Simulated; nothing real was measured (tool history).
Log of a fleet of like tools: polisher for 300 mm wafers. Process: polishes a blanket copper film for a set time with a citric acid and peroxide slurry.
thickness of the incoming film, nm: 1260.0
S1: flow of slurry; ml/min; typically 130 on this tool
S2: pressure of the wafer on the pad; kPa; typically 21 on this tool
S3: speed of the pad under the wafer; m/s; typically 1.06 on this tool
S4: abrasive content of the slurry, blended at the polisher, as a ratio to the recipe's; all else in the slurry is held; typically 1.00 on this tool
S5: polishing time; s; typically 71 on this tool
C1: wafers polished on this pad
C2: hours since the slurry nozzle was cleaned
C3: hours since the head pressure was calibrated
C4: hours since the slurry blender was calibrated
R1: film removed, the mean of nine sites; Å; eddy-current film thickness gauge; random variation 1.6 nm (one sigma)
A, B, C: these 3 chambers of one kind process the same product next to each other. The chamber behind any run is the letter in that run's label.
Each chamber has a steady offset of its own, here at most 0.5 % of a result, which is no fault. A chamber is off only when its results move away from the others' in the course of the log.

Run 1A, hour 6.1: usual settings; C1 233; C2 33.9; C3 114.7; C4 112.1. Result: R1 1827.2 Å.
At hour 8.2: chamber C: worn pad replaced by a new one.
Run 2B, hour 14.2: usual settings; C1 1025; C2 573.6; C3 478.3; C4 51.3. Result: R1 1809.3 Å.
Run 3C, hour 19.7: usual settings; C1 119; C2 662.6; C3 332.4; C4 255.6. Result: R1 1854.7 Å.
At hour 21.3: chamber C: slurry nozzle cleaned.
Run 4C, hour 25.6: usual settings; C1 180; C2 4.3; C3 338.3; C4 261.5. Result: R1 1856.7 Å.
Run 5B, hour 35.5: usual settings; C1 1246; C2 594.9; C3 499.6; C4 72.6. Result: R1 1830.8 Å.
Run 6A, hour 42.4: usual settings; C1 608; C2 70.2; C3 151.0; C4 148.4. Result: R1 1825.4 Å.
At hour 47.9: chamber B: worn pad replaced by a new one.
At hour 49.5: chamber C: slurry blender recalibrated.
Run 7C, hour 49.6: usual settings; C1 428; C2 28.3; C3 362.3; C4 0.1. Result: R1 1874.9 Å.
Run 8B, hour 59.0: usual settings but S4 1.15; C1 115; C2 618.4; C3 523.1; C4 96.1. Result: R1 1904.5 Å.
Run 9A, hour 63.8: usual settings but S4 1.15; C1 830; C2 91.6; C3 172.4; C4 169.8. Result: R1 1913.0 Å.
At hour 69.7: chamber C: worn pad replaced by a new one.
At hour 74.0: chamber A: worn pad replaced by a new one.
Run 10C, hour 74.3: usual settings but S4 1.15; C1 48; C2 53.0; C3 387.0; C4 24.8. Result: R1 1921.8 Å.
Run 11A, hour 82.8: usual settings but S3 1.18 m/s; C1 91; C2 110.6; C3 191.4; C4 188.8. Result: R1 2082.3 Å.
Run 12B, hour 90.9: usual settings but S3 1.18 m/s; C1 445; C2 650.3; C3 555.0; C4 128.0. Result: R1 2015.3 Å.
At hour 93.2: chamber A: slurry blender recalibrated.
Run 13B, hour 99.7: usual settings but S3 1.18 m/s; C1 536; C2 659.1; C3 563.8; C4 136.8. Result: R1 2044.8 Å.
Run 14C, hour 109.1: usual settings; C1 408; C2 87.8; C3 421.8; C4 59.6. Result: R1 1841.5 Å.
At hour 113.3: chamber B: slurry blender recalibrated.
Run 15A, hour 114.5: usual settings; C1 419; C2 142.3; C3 223.1; C4 21.3. Result: R1 1897.2 Å.
Run 16A, hour 124.3: usual settings; C1 520; C2 152.1; C3 232.9; C4 31.1. Result: R1 1953.4 Å.
Run 17B, hour 129.5: usual settings; C1 844; C2 688.9; C3 593.6; C4 16.2. Result: R1 1829.7 Å.
At hour 133.2: chamber C: worn pad replaced by a new one.
Run 18C, hour 139.5: usual settings but S1 145 ml/min, S4 0.75; C1 66; C2 118.2; C3 452.2; C4 90.0. Result: R1 1783.0 Å.
Run 19C, hour 148.5: usual settings but S1 145 ml/min, S4 0.75; C1 159; C2 127.2; C3 461.2; C4 99.0. Result: R1 1788.5 Å.
Run 20A, hour 154.7: usual settings but S1 145 ml/min, S4 0.75; C1 834; C2 182.5; C3 263.3; C4 61.5. Result: R1 1908.8 Å.
Run 21B, hour 160.5: usual settings; C1 1165; C2 719.9; C3 624.6; C4 47.2. Result: R1 1845.6 Å.
Run 22C, hour 167.0: usual settings; C1 350; C2 145.7; C3 479.7; C4 117.5. Result: R1 1850.2 Å.
At hour 167.2: chamber A: worn pad replaced by a new one.
Run 23A, hour 176.4: usual settings; C1 95; C2 204.2; C3 285.0; C4 83.2. Result: R1 1987.9 Å.
At hour 184.4: chamber B: worn pad replaced by a new one.
Run 24B, hour 184.6: usual settings but S4 1.10, S5 85 s; C1 2; C2 744.0; C3 648.7; C4 71.3. Result: R1 2211.7 Å.
Run 25A, hour 190.0: usual settings but S4 1.10, S5 85 s; C1 236; C2 217.8; C3 298.6; C4 96.8. Result: R1 2429.3 Å.
Run 26B, hour 196.6: usual settings but S4 1.10, S5 85 s; C1 126; C2 756.0; C3 660.7; C4 83.3. Result: R1 2239.5 Å.
At hour 196.7: chamber C: worn pad replaced by a new one.
Run 27C, hour 206.6: usual settings; C1 102; C2 185.3; C3 519.3; C4 157.1. Result: R1 1833.9 Å.
Run 28A, hour 216.7: usual settings; C1 512; C2 244.5; C3 325.3; C4 123.5. Result: R1 2034.9 Å.

Has any chamber moved away from the others, gradually or after a service, or does the common gauge drift, or do the chambers differ only by their own small steady offsets? State the chamber and the most likely cause if one applies.

Chamber A drifts away from the others.
Cause: head's pressure above its setpoint, % = 10.8.

Below are 4 candidate recipes for chamber A's next run, each the usual settings with a change, their results shown as question marks. Which of them brings A's results back in line with what the other chambers give on the usual settings?
Maximum distance from the other chambers' mean on the usual settings for a result to count as in line: R1 56.0 Å
Run 29A-1, hour 224.4: usual settings but S3 1.10 m/s. Result: R1 ?.
Run 29A-2, hour 224.4: usual settings but S3 1.04 m/s, S5 70 s. Result: R1 ?.
Run 29A-3, hour 224.4: usual settings but S3 1.16 m/s. Result: R1 ?.
Run 29A-4, hour 224.4: usual settings but S2 20.0 kPa, S3 1.02 m/s, S5 69 s. Result: R1 ?.

Mean of the other chambers on the usual settings: R1 1836.8 Å
  run      R1
29A-1  2115.9
29A-2  1973.4
29A-3  2230.1
29A-4  1846.1
Change 29A-4 lands the chamber within the allowed miss of the other chambers.
